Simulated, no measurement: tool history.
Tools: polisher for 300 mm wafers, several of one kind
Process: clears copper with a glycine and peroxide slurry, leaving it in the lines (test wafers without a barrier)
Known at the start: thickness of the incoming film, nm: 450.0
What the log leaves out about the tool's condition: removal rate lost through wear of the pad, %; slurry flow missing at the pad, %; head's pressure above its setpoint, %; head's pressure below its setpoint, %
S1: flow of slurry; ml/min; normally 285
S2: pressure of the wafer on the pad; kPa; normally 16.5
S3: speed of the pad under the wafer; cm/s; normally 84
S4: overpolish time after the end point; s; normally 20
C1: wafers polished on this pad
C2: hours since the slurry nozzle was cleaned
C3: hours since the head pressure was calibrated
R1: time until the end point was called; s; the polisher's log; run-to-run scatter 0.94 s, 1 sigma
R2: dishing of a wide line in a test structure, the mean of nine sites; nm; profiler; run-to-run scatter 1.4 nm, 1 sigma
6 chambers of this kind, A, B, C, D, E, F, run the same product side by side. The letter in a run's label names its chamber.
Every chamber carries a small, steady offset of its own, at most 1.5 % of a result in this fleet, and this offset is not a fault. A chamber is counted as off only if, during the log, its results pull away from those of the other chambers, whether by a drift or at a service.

At day 0.075: chamber D: worn pad replaced by a new one.
Run 1D, day 0.325: usual settings; C1 29; C2 205.8; C3 495.2. Result: R1 95.171 s, R2 60.73 nm.
Run 2B, day 0.625: usual settings; C1 907; C2 74.9; C3 1023.8. Result: R1 93.118 s, R2 60.709 nm.
Run 3A, day 0.983: usual settings; C1 503; C2 263.5; C3 1220.9. Result: R1 90.774 s, R2 61.011 nm.
Run 4E, day 1.454: usual settings; C1 777; C2 298; C3 132. Result: R1 91.48 s, R2 61.128 nm.
Run 5F, day 1.812: usual settings; C1 744; C2 170.1; C3 73.3. Result: R1 91.932 s, R2 62.785 nm.
Run 6C, day 2.183: usual settings; C1 412; C2 220.3; C3 1094.5. Result: R1 94.675 s, R2 62.285 nm.
At day 2.438: chamber A: slurry nozzle cleaned.
Run 7A, day 2.525: usual settings; C1 680; C2 2.2; C3 1257.9. Result: R1 93.972 s, R2 61.538 nm.
At day 2.529: chamber E: slurry nozzle cleaned.
At day 2.938: chamber E: worn pad replaced by a new one.
At day 2.938: chamber B: worn pad replaced by a new one.
Run 8E, day 3.021: usual settings; C1 9; C2 11.9; C3 169.6. Result: R1 92.692 s, R2 59.907 nm.
Run 9D, day 3.458: usual settings; C1 389; C2 281; C3 570.4. Result: R1 94.701 s, R2 62.628 nm.
Run 10C, day 3.812: usual settings; C1 600; C2 259.4; C3 1133.6. Result: R1 95.161 s, R2 62.005 nm.
At day 3.825: chamber F: worn pad replaced by a new one.
At day 4.238: chamber A: worn pad replaced by a new one.
Run 11F, day 4.296: usual settings; C1 54; C2 229.7; C3 132.9. Result: R1 93.291 s, R2 62.687 nm.
At day 4.412: chamber C: slurry nozzle cleaned.
Run 12B, day 4.692: usual settings; C1 202; C2 172.5; C3 1121.4. Result: R1 95.705 s, R2 65.912 nm.
Run 13E, day 4.958: usual settings; C1 232; C2 58.4; C3 216.1. Result: R1 93.355 s, R2 60.626 nm.
Run 14F, day 5.367: usual settings but S4 32 s; C1 177; C2 255.4; C3 158.6. Result: R1 92.936 s, R2 88.56 nm.
Run 15C, day 5.633: usual settings but S4 32 s; C1 809; C2 29.3; C3 1177.3. Result: R1 92.934 s, R2 86.825 nm.
At day 5.675: chamber B: head pressure recalibrated.
Run 16D, day 5.917: usual settings but S4 32 s; C1 672; C2 340; C3 629.4. Result: R1 93.886 s, R2 86.83 nm.
At day 5.996: chamber D: worn pad replaced by a new one.
Run 17B, day 6.225: usual settings but S4 32 s; C1 378; C2 209.3; C3 13.2. Result: R1 94.04 s, R2 89.757 nm.
Run 18A, day 6.717: usual settings but S4 32 s; C1 285; C2 102.8; C3 1358.5. Result: R1 91.176 s, R2 82.613 nm.
Run 19E, day 7.092: usual settings but S4 32 s; C1 478; C2 109.6; C3 267.3. Result: R1 94.372 s, R2 85.652 nm.
Run 20D, day 7.517: usual settings but S1 335 ml/min; C1 175; C2 378.4; C3 667.8. Result: R1 92.698 s, R2 65.288 nm.
Run 21A, day 7.767: usual settings but S1 335 ml/min; C1 406; C2 128; C3 1383.7. Result: R1 90.329 s, R2 60.964 nm.
Run 22C, day 8.079: usual settings but S1 335 ml/min; C1 1090; C2 88; C3 1236. Result: R1 97.331 s, R2 59.525 nm.
Run 23F, day 8.317: usual settings but S1 335 ml/min; C1 517; C2 326.2; C3 229.4. Result: R1 91.574 s, R2 63.837 nm.
Run 24B, day 8.6: usual settings but S1 335 ml/min; C1 651; C2 266.3; C3 70.2. Result: R1 93.173 s, R2 61.905 nm.
Run 25E, day 8.912: usual settings but S1 335 ml/min; C1 687; C2 153.3; C3 311. Result: R1 92.949 s, R2 63.299 nm.
Run 26C, day 9.362: usual settings but S1 245 ml/min, S3 108 cm/s; C1 1238; C2 118.8; C3 1266.8. Result: R1 81.09 s, R2 69.337 nm.
At day 9.383: chamber E: worn pad replaced by a new one.
At day 9.479: chamber C: head pressure recalibrated.
Run 27D, day 9.671: usual settings but S1 245 ml/min, S3 108 cm/s; C1 422; C2 430.1; C3 719.5. Result: R1 79.85 s, R2 70.578 nm.
Run 28B, day 10.029: usual settings but S1 245 ml/min, S3 108 cm/s; C1 816; C2 300.6; C3 104.5. Result: R1 77.992 s, R2 70.729 nm.
Run 29F, day 10.258: usual settings but S1 245 ml/min, S3 108 cm/s; C1 740; C2 372.8; C3 276. Result: R1 80.492 s, R2 71.495 nm.
At day 10.725: chamber D: worn pad replaced by a new one.
Run 30A, day 10.75: usual settings but S1 245 ml/min, S3 108 cm/s; C1 749; C2 199.6; C3 1455.3. Result: R1 77.882 s, R2 69.121 nm.
At day 10.988: chamber A: head pressure recalibrated.
Run 31B, day 11.054: usual settings but S1 245 ml/min, S3 108 cm/s; C1 934; C2 325.2; C3 129.1. Result: R1 79.106 s, R2 71.591 nm.
Run 32E, day 11.275: usual settings but S1 230 ml/min; C1 217; C2 210; C3 367.7. Result: R1 94.006 s, R2 61.749 nm.
Run 33D, day 11.692: usual settings but S1 230 ml/min; C1 111; C2 478.6; C3 768. Result: R1 94.744 s, R2 61.945 nm.
At day 11.921: chamber B: worn pad replaced by a new one.
At day 12.092: chamber A: worn pad replaced by a new one.
Run 34F, day 12.112: usual settings but S1 230 ml/min; C1 953; C2 417.3; C3 320.5. Result: R1 95.904 s, R2 61.32 nm.
Run 35C, day 12.583: usual settings but S1 230 ml/min; C1 1609; C2 196.1; C3 74.6. Result: R1 103.76 s, R2 56.329 nm.
Run 36A, day 12.808: usual settings but S1 230 ml/min; C1 82; C2 249; C3 43.8. Result: R1 94.103 s, R2 60.289 nm.
Run 37A, day 13.071: usual settings but S1 230 ml/min; C1 112; C2 255.3; C3 50.1. Result: R1 93.825 s, R2 60.478 nm.
At day 13.496: chamber E: head pressure recalibrated.
Run 38E, day 13.533: usual settings; C1 477; C2 264.2; C3 0.9. Result: R1 93.146 s, R2 63.953 nm.
Run 39C, day 13.804: usual settings but S2 13.8 kPa; C1 1749; C2 225.4; C3 103.9. Result: R1 117.69 s, R2 47.951 nm.
Run 40D, day 14.217: usual settings but S2 13.8 kPa; C1 402; C2 539.2; C3 828.6. Result: R1 107.59 s, R2 54.662 nm.
Run 41B, day 14.671: usual settings but S2 13.8 kPa; C1 316; C2 412; C3 215.9. Result: R1 107.05 s, R2 55.621 nm.

Next, every chamber runs the same settings. What will each give?
Run 42A, day 15.025: usual settings. Result: R1 ?, R2 ?.
Run 42B, day 15.025: usual settings. Result: R1 ?, R2 ?.
Run 42C, day 15.025: usual settings. Result: R1 ?, R2 ?.
Run 42D, day 15.025: usual settings. Result: R1 ?, R2 ?.
Run 42E, day 15.025: usual settings. Result: R1 ?, R2 ?.
Run 42F, day 15.025: usual settings. Result: R1 ?, R2 ?.

run      R1      R2
42A  90.485  60.349
42B  93.596   61.04
42C  104.32  54.824
42D  94.439  65.342
42E  93.712  62.077
42F   94.19   63.26
